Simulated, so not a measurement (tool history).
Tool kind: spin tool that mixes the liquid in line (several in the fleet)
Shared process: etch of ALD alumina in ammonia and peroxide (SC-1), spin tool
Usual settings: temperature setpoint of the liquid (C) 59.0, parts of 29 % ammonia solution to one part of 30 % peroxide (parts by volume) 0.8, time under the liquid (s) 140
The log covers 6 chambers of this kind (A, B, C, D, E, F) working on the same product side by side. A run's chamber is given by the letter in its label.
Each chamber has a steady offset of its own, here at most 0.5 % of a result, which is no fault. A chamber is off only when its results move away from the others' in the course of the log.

run     day  temperature setpoint of the liquid (C)  parts of 29 % ammonia solution to one part of 30 % peroxide (parts by volume)  time under the liquid (s)  hours since the thermometer was replaced  hours since the ammonia flow meter was replaced  hours since the heated supply line was repaired  hours since the drum of ammonia solution was connected  read-back film thickness of the ALD alumina reference wafer, read on the same gauge (nm)  thickness taken off the ALD alumina on a monitor wafer (nm)
 1A   0.392                                    59.0                                                                            0.8                        140                                    1036.6                                           2231.0                                            763.9                                                   147.9                                                                                    29.996                                                      13.3800
 2C   0.642                                    59.0                                                                            0.8                        140                                     393.4                                            488.9                                           2311.5                                                   101.4                                                                                    30.031                                                      13.4340
 3F   0.921                                    59.0                                                                            0.8                        140                                     916.1                                           1516.6                                           1665.9                                                   377.4                                                                                    29.995                                                      13.3310
 4B   1.338                                    59.0                                                                            0.8                        140                                     711.7                                             48.8                                            923.6                                                   546.2                                                                                    30.006                                                      13.3780
 5E   1.767                                    68.5                                                                            0.8                        100                                     500.4                                            472.8                                            113.4                                                   970.5                                                                                    29.990                                                      15.3410
 6D   2.258                                    68.5                                                                            0.8                        100                                     545.3                                            144.2                                            690.6                                                   667.1                                                                                    30.018                                                      15.2320
 7B   2.758                                    68.5                                                                            0.8                        100                                     745.8                                             82.9                                            957.7                                                   580.3                                                                                    30.021                                                      15.3240
 8E   3.108                                    68.5                                                                            0.8                        100                                     532.6                                            505.0                                            145.6                                                  1002.7                                                                                    30.014                                                      15.3390
 9C   3.362                                    68.5                                                                            0.8                        100                                     458.7                                            554.2                                           2376.8                                                   166.7                                                                                    29.997                                                      15.3240
      3.562  -- chamber B: thermometer replaced
10F   3.808                                    68.5                                                                            0.8                        100                                     985.4                                           1585.9                                           1735.2                                                   446.7                                                                                    30.001                                                      15.4770
11D   4.325                                    59.0                                                                            0.8                        140                                     594.9                                            193.8                                            740.2                                                   716.7                                                                                    30.013                                                      13.4250
      4.508  -- chamber D: heated supply line repaired
12A   4.621                                    59.0                                                                            0.8                        140                                    1138.1                                           2332.5                                            865.4                                                   249.4                                                                                    30.022                                                      13.4320
13E   5.158                                    59.0                                                                            0.8                        180                                     581.8                                            554.2                                            194.8                                                  1051.9                                                                                    29.999                                                      17.3220
14C   5.500                                    59.0                                                                            0.8                        180                                     510.0                                            605.5                                           2428.1                                                   218.0                                                                                    30.002                                                      17.3440
      5.612  -- chamber E: new drum of ammonia solution connected
15D   5.917                                    59.0                                                                            0.8                        180                                     633.1                                            232.0                                             33.8                                                   754.9                                                                                    30.034                                                      17.2550
      6.250  -- chamber D: thermometer replaced
16F   6.271                                    59.0                                                                            0.8                        180                                    1044.5                                           1645.0                                           1794.3                                                   505.8                                                                                    30.005                                                      17.2210
      6.679  -- chamber C: new drum of ammonia solution connected
17B   6.725                                    59.0                                                                            0.8                        180                                      75.9                                            178.1                                           1052.9                                                   675.5                                                                                    30.007                                                      17.1790
18A   7.138                                    59.0                                                                            0.8                        180                                    1198.5                                           2392.9                                            925.8                                                   309.8                                                                                    30.022                                                      17.3240
19D   7.688                                    59.0                                                                            0.8                        140                                      34.5                                            274.5                                             76.3                                                   797.4                                                                                    30.007                                                      13.3910
20E   8.229                                    59.0                                                                            0.8                        140                                     655.5                                            627.9                                            268.5                                                    62.8                                                                                    29.995                                                      13.4920
21F   8.579                                    59.0                                                                            0.8                        140                                    1099.9                                           1700.4                                           1849.7                                                   561.2                                                                                    30.005                                                      13.4010
22A   8.938                                    59.0                                                                            1.1                         95                                    1241.7                                           2436.1                                            969.0                                                   353.0                                                                                    29.989                                                       9.3630
23C   9.446                                    59.0                                                                            1.1                         95                                     604.7                                            700.2                                           2522.8                                                    66.5                                                                                    29.983                                                       9.4354
24B   9.821                                    59.0                                                                            1.1                         95                                     150.2                                            252.4                                           1127.2                                                   749.8                                                                                    29.994                                                       9.3579
25B  10.208                                    59.0                                                                            1.1                         95                                     159.5                                            261.7                                           1136.5                                                   759.1                                                                                    29.982                                                       9.3362
26D  10.588                                    59.0                                                                            1.1                         95                                     104.1                                            344.1                                            145.9                                                   867.0                                                                                    29.987                                                       9.3450
27E  11.000                                    59.0                                                                            1.1                         95                                     722.0                                            694.4                                            335.0                                                   129.3                                                                                    30.003                                                       9.3975
28A  11.338                                    50.5                                                                            0.8                        140                                    1299.3                                           2493.7                                           1026.6                                                   410.6                                                                                    29.963                                                       8.4813
29F  11.700                                    50.5                                                                            0.8                        140                                    1174.8                                           1775.3                                           1924.6                                                   636.1                                                                                    29.992                                                       8.4736
30C  11.971                                    50.5                                                                            0.8                        140                                     665.3                                            760.8                                           2583.4                                                   127.1                                                                                    29.976                                                       8.6111
     12.125  -- chamber A: ammonia flow meter replaced
31F  12.438                                    50.5                                                                            0.8                        140                                    1192.5                                           1793.0                                           1942.3                                                   653.8                                                                                    30.020                                                       8.4127
     12.458  -- chamber C: heated supply line repaired
32B  12.904                                    50.5                                                                            0.8                        140                                     224.2                                            326.4                                           1201.2                                                   823.8                                                                                    30.003                                                       8.5382
33C  13.425                                    50.5                                                                            0.8                        140                                     700.2                                            795.7                                             23.3                                                   162.0                                                                                    29.994                                                       8.6571
     13.525  -- chamber F: new drum of ammonia solution connected
     13.538  -- chamber D: new drum of ammonia solution connected
     13.925  -- chamber E: thermometer replaced
34D  13.925                                    59.0                                                                            0.8                        140                                     184.2                                            424.2                                            226.0                                                     9.4                                                                                    29.988                                                      13.3340
35E  14.362                                    59.0                                                                            0.8                        140                                      10.5                                            775.1                                            415.7                                                   210.0                                                                                    30.003                                                      13.3990
36A  14.858                                    59.0                                                                            0.8                        140                                    1383.8                                             65.6                                           1111.1                                                   495.1                                                                                    30.013                                                      13.3890
37A  15.346                                    59.0                                                                            0.8                        140                                    1395.5                                             77.3                                           1122.8                                                   506.8                                                                                    29.990                                                      13.4230
38F  15.742                                    59.0                                                                            0.8                        140                                    1271.8                                           1872.3                                           2021.6                                                    53.3                                                                                    29.997                                                      13.3810

Read the log: is a single chamber off, either drifting away or since a service, is the gauge that measures every chamber drifting, or is nothing wrong beyond small per-chamber offsets? Name any odd chamber and what most likely caused it.

All chambers stay in line apart from their small fixed offsets, and the gauge does not drift.

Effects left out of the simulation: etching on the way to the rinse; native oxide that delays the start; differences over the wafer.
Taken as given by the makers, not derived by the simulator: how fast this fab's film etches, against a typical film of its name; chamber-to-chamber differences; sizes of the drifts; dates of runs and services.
